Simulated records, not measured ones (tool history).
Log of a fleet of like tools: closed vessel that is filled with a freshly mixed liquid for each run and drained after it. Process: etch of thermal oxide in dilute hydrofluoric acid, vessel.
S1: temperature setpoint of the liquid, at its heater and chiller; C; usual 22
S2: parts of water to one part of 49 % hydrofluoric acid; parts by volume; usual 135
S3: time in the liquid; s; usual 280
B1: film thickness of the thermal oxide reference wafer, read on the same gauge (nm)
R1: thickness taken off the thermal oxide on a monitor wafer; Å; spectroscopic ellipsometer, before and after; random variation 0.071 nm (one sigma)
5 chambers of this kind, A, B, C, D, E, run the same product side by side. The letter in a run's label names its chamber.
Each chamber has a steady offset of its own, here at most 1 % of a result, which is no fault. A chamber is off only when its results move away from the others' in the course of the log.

run 1C day=0.175 | S1=22 S2=135 S3=280 | B1=29.997 | R1=91.844
run 2D day=0.333 | S1=22 S2=135 S3=280 | B1=30.004 | R1=91.66
run 3A day=0.554 | S1=22 S2=135 S3=280 | B1=30.02 | R1=91.424
run 4E day=0.783 | S1=22 S2=135 S3=280 | B1=30.004 | R1=92.47
run 5B day=0.929 | S1=22 S2=135 S3=280 | B1=29.988 | R1=90.841
-- day=1.175 chamber A: thermometer replaced
run 6C day=1.188 | S1=22 S2=135 S3=280 | B1=30 | R1=91.319
run 7E day=1.442 | S1=22 S2=135 S3=280 | B1=30.008 | R1=93.047
run 8A day=1.583 | S1=20 S2=135 S3=280 | B1=30.006 | R1=83.231
run 9B day=1.812 | S1=20 S2=135 S3=280 | B1=30.008 | R1=83.205
run 10D day=1.975 | S1=20 S2=135 S3=280 | B1=30.003 | R1=82.771
run 11C day=2.133 | S1=20 S2=135 S3=280 | B1=30.005 | R1=84.147
run 12E day=2.262 | S1=20 S2=135 S3=280 | B1=30.01 | R1=83.977
run 13B day=2.483 | S1=20.5 S2=135 S3=280 | B1=30.002 | R1=86.424
run 14A day=2.608 | S1=20.5 S2=135 S3=280 | B1=30.009 | R1=86.114
run 15D day=2.783 | S1=20.5 S2=135 S3=280 | B1=30.005 | R1=87.247
run 16D day=2.996 | S1=20.5 S2=135 S3=280 | B1=29.987 | R1=86.516
run 17C day=3.212 | S1=20.5 S2=135 S3=280 | B1=30.005 | R1=85.501
run 18A day=3.446 | S1=22 S2=135 S3=280 | B1=29.985 | R1=90.846
run 19E day=3.675 | S1=22 S2=135 S3=280 | B1=30.001 | R1=91.178
run 20B day=3.908 | S1=22 S2=135 S3=280 | B1=30.024 | R1=89.713
run 21C day=4.133 | S1=22 S2=135 S3=280 | B1=30.011 | R1=91.272
run 22B day=4.338 | S1=22 S2=135 S3=280 | B1=29.999 | R1=90.423
run 23D day=4.5 | S1=22 S2=135 S3=280 | B1=30.019 | R1=95.441
run 24A day=4.675 | S1=22 S2=135 S3=280 | B1=29.991 | R1=90.554
run 25E day=4.833 | S1=22 S2=135 S3=280 | B1=30.002 | R1=92.106
-- day=4.992 chamber E: thermometer replaced
run 26C day=5.054 | S1=22 S2=135 S3=280 | B1=29.99 | R1=91.252
run 27A day=5.233 | S1=22 S2=135 S3=280 | B1=30.003 | R1=90.294
run 28E day=5.467 | S1=22 S2=135 S3=280 | B1=30.007 | R1=91.369
run 29B day=5.708 | S1=22 S2=135 S3=280 | B1=29.996 | R1=90.843
run 30D day=5.925 | S1=22 S2=135 S3=280 | B1=29.979 | R1=97.184
run 31B day=6.15 | S1=22 S2=135 S3=280 | B1=30.002 | R1=89.587
run 32E day=6.279 | S1=25 S2=135 S3=280 | B1=29.988 | R1=103.18
run 33C day=6.392 | S1=25 S2=135 S3=280 | B1=29.999 | R1=100.69
run 34A day=6.525 | S1=25 S2=135 S3=280 | B1=30.001 | R1=100.65
run 35D day=6.754 | S1=25 S2=135 S3=280 | B1=29.978 | R1=113.01

What goes on in this fleet: one chamber off, a drifting gauge, or nothing beyond the chambers' own small offsets? Name the chamber and the cause, if any.

Chamber D drifts away from the others.
Cause: hydrofluoric acid flow above the setpoint (%) = 8.1.
The log may not tell that from: liquid hotter than its thermometer reads (K).

Here are 4 candidates for chamber D's next run, each the usual settings with a change, their results left as question marks. Which one brings its results back in line with what the others give on the usual settings?
In line means no further than this from the other chambers' mean on the usual settings: R1 2.5 Å
run 36D-1 day=6.938 | S1=22 S2=130 S3=280 | R1=?
run 36D-2 day=6.938 | S1=22 S2=130 S3=290 | R1=?
run 36D-3 day=6.938 | S1=22 S2=140 S3=270 | R1=?
run 36D-4 day=6.938 | S1=22 S2=135 S3=270 | R1=?

The other chambers' mean on the usual settings: R1 91.101 Å
run=36D-1 R1=103.19
run=36D-2 R1=106.87
run=36D-3 R1=91.392
run=36D-4 R1=95.292
36D-3 brings the chamber back in line.
